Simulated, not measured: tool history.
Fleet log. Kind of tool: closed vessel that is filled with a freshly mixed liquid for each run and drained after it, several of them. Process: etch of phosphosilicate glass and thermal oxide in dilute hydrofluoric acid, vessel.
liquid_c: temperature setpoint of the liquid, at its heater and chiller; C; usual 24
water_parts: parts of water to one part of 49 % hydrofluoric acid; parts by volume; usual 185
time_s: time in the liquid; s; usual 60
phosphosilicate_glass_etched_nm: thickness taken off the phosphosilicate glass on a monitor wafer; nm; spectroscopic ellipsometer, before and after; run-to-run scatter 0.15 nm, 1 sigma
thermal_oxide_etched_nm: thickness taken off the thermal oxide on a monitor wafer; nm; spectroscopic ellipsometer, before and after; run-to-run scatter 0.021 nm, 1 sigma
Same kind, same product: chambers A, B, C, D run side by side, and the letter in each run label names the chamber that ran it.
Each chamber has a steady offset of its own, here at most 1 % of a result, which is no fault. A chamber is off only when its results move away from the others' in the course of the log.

run	hour	liquid_c	water_parts	time_s	read-back film thickness of the phosphosilicate glass reference wafer, read on the same gauge (nm)	read-back film thickness of the thermal oxide reference wafer, read on the same gauge (nm)	phosphosilicate_glass_etched_nm	thermal_oxide_etched_nm
1C	8.3	24	185	60	149.98	89.974	30.025	1.3826
2B	18	24	185	60	150	89.995	30.116	1.3799
3A	29.8	24	185	60	149.94	90.025	30.047	1.4284
4D	43.7	24	185	60	150.02	90.024	30.015	1.3824
5B	56.4	24	185	60	150.04	90.006	29.653	1.3618
6D	64.9	24	185	60	150	89.995	30.095	1.3745
7A	76	24	185	60	150.03	90.006	30.208	1.3655
8C	84.4	24	185	60	150	89.992	29.894	1.3544
9D	99.8	24	185	60	149.94	89.989	29.941	1.3592
10C	110.3	24	185	60	150	90.009	30.033	1.3824
11B	119.6	24	185	60	149.98	89.988	29.737	1.3776
12A	128.3	24	120	60	150	89.998	50.356	2.2849
13B	140.2	24	120	60	150.07	89.997	49.655	2.2589
14A	153.9	24	120	60	149.98	90.001	49.888	2.2615
15D	162.5	24	120	60	150.02	90.001	49.085	2.2549
16C	170.1	24	185	60	149.96	90.004	29.993	1.3997
17B	180.1	24	185	60	149.97	89.986	29.871	1.4039
18D	195	24	185	60	150.01	89.99	29.947	1.3989
19C	206.7	24	185	60	149.99	90	29.657	1.4224
20A	216.4	24	185	35	150.02	89.996	17.879	0.80299
21C	224.8	24	185	35	149.98	90.007	17.579	0.81905
22A	234.6	24	185	35	149.98	90.012	17.67	0.80629
23B	242.5	24	185	35	149.95	90.017	17.56	0.79038
24D	253.7	24	185	60	149.95	90.005	29.743	1.3731
25D	261.2	24	185	60	149.99	89.991	29.666	1.3718
26B	269.7	28	185	80	150.04	89.983	46.424	2.0716
27C	282.2	28	185	80	150.02	89.995	46.25	2.1887
28A	294.9	28	185	80	149.98	90.006	46.86	2.1791
29D	305.1	28	185	80	150	89.972	46.038	2.1457
30A	314.7	24	260	45	150.03	89.999	14.758	0.67758
31C	329.4	24	260	45	150.03	90	14.935	0.69341
32B	344.2	24	260	45	149.99	89.979	14.716	0.68179
33A	359.5	24	260	45	149.99	90	14.782	0.68385

All chambers now run identical settings, listed one chamber a line with results as question marks. What results will each chamber show?
34A	371.2	24	185	75			?	?
34B	371.2	24	185	75			?	?
34C	371.2	24	185	75			?	?
34D	371.2	24	185	75			?	?

run	phosphosilicate_glass_etched_nm	thermal_oxide_etched_nm
34A	38.11	1.7395
34B	37.321	1.7207
34C	37.272	1.7804
34D	37.522	1.7229
